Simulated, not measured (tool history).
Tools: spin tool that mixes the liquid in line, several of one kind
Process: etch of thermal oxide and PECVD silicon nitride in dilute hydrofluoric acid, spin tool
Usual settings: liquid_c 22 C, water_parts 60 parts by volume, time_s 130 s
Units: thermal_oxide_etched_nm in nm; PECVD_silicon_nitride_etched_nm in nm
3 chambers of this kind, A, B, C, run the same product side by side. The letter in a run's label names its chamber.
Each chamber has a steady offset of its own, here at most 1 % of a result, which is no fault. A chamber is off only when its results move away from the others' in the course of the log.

run   hour  liquid_c  water_parts  time_s  read-back film thickness of the thermal oxide reference wafer, read on the same gauge (nm)  read-back film thickness of the PECVD silicon nitride reference wafer, read on the same gauge (nm)  thermal_oxide_etched_nm  PECVD_silicon_nitride_etched_nm
 1C    6.4        22           60     130                                                                                      50.052                                                                                              80.043                   9.8722                           3.1524
 2A     13        22           60     130                                                                                      50.015                                                                                              80.014                   9.8758                           3.2005
 3B   22.4        22           60     130                                                                                      49.998                                                                                              80.007                   9.8905                           3.1533
 4B   33.8        22           60     130                                                                                      50.051                                                                                              79.997                   9.8247                           3.1578
 5C   39.9        22           60     130                                                                                      50.012                                                                                              80.024                   9.8187                            3.172
 6A     46        22           60     130                                                                                      50.005                                                                                              80.028                   9.7914                           3.2212
 7A   58.6        22           60     130                                                                                      49.998                                                                                              79.981                   9.7471                           3.1689
 8C   65.7        22           60     130                                                                                      50.014                                                                                              79.995                   9.8867                           3.1833
 9B   78.4        22           60     130                                                                                      50.015                                                                                               80.01                   9.9123                           3.1162
10A   88.7        22           60     130                                                                                      50.002                                                                                              80.031                   9.8257                           3.2439
11C   97.1        19           45     130                                                                                      50.023                                                                                              79.987                   11.786                           3.4128
12B  109.4        19           45     130                                                                                      50.026                                                                                              80.012                   11.817                           3.4414
13C  118.7        19           45     130                                                                                          50                                                                                               80.02                   11.754                           3.4358
14A  125.8        22           60     130                                                                                          50                                                                                              79.995                   9.8154                            3.201
15B  133.9        22           60     130                                                                                       50.01                                                                                              79.973                    9.974                           3.1905
16C    146        22           60     130                                                                                      50.007                                                                                              80.015                   9.9269                           3.1552
17B  155.9        22           60     130                                                                                      50.023                                                                                               80.02                   9.9468                           3.1162
18A  163.1        22           60     130                                                                                       50.06                                                                                                  80                   9.7277                           3.1744
19A  171.6        22           60     130                                                                                      49.964                                                                                              80.007                   9.5729                           3.2014
       173  -- chamber C: hydrofluoric acid flow meter replaced
20C  183.8        22           60     130                                                                                      49.989                                                                                              80.032                   9.8915                           3.1564
21B  194.3        22           60     130                                                                                      50.002                                                                                              79.994                   9.7953                           3.1552
22B  202.4        22           60     130                                                                                      49.972                                                                                                  80                   9.8408                           3.1291
23A  211.1        22           60     130                                                                                      49.985                                                                                              80.008                   9.6099                           3.1233
24C  217.2        22           60     130                                                                                      50.061                                                                                              79.976                   9.8277                           3.2323
25B    229        22           60     130                                                                                          50                                                                                              79.965                   9.9641                            3.138
26C  241.6        22           60     130                                                                                      50.026                                                                                              80.028                   9.7457                            3.169
27A  249.4        22           60     130                                                                                      49.998                                                                                              79.987                    9.359                           3.0005
28A  258.5        22           60     130                                                                                      49.963                                                                                              79.966                   9.4859                           3.0471
29C  268.4        22           60     130                                                                                      50.057                                                                                               80.02                   9.8816                           3.2111
30B  275.5      26.5           60      90                                                                                      49.995                                                                                              79.981                   8.1823                           3.0103
31A  286.9      26.5           60      90                                                                                      50.026                                                                                              80.002                   7.8593                            2.794
32C  296.7      26.5           60      90                                                                                      50.025                                                                                              80.012                   8.1601                           3.0182
33B  307.7        19           30     130                                                                                      50.033                                                                                              79.958                   18.254                             5.07
34A  318.3        19           30     130                                                                                      50.009                                                                                              80.021                   16.968                           4.6783
35C  323.9        19           30     130                                                                                      49.974                                                                                              80.023                   18.063                           5.0988
36B  334.2        22           60     130                                                                                      49.963                                                                                              79.987                   9.8523                           3.1612
37C    341        22           60     130                                                                                      50.072                                                                                              80.019                   9.8174                           3.2203
38A  349.7        22           60     130                                                                                      49.964                                                                                              80.016                   9.2834                           2.8998
39B  361.3        22           60     130                                                                                      50.023                                                                                              80.028                   9.8783                           3.1525
40B  371.6        22           60     130                                                                                      49.979                                                                                              80.017                    9.812                           3.1717
41A  381.7        22           60     130                                                                                      49.975                                                                                              80.026                   9.2809                           2.8605
42C  392.4        22           60     130                                                                                      49.984                                                                                              80.013                   9.9753                           3.1872

Is one chamber off against the others, does the gauge drift, or is nothing wrong? If a chamber is off, say which, and what the likeliest cause is.

Chamber A drifts away from the others.
Cause: liquid colder than its thermometer reads (K) = 1.76.

Here are 4 candidates for chamber A's next run, each the usual settings with a change, their results left as question marks. Which one brings its results back in line with what the others give on the usual settings?
In line means no further than this from the other chambers' mean on the usual settings: thermal_oxide_etched_nm 0.22 nm; PECVD_silicon_nitride_etched_nm 0.091 nm
43A-1  401.7        23           60     135                                                                                                                                                                                                                        ?                                ?
43A-2  401.7        21           60     125                                                                                                                                                                                                                        ?                                ?
43A-3  401.7        21           60     130                                                                                                                                                                                                                        ?                                ?
43A-4  401.7        23           60     130                                                                                                                                                                                                                        ?                                ?

The other chambers' mean on the usual settings: thermal_oxide_etched_nm 9.8564 nm; PECVD_silicon_nitride_etched_nm 3.1755 nm
  run  thermal_oxide_etched_nm  PECVD_silicon_nitride_etched_nm
43A-1                    9.874                           3.1664
43A-2                    8.415                           2.5589
43A-3                   8.7516                           2.6613
43A-4                   9.5083                           3.0491
43A-1 brings the chamber back in line.

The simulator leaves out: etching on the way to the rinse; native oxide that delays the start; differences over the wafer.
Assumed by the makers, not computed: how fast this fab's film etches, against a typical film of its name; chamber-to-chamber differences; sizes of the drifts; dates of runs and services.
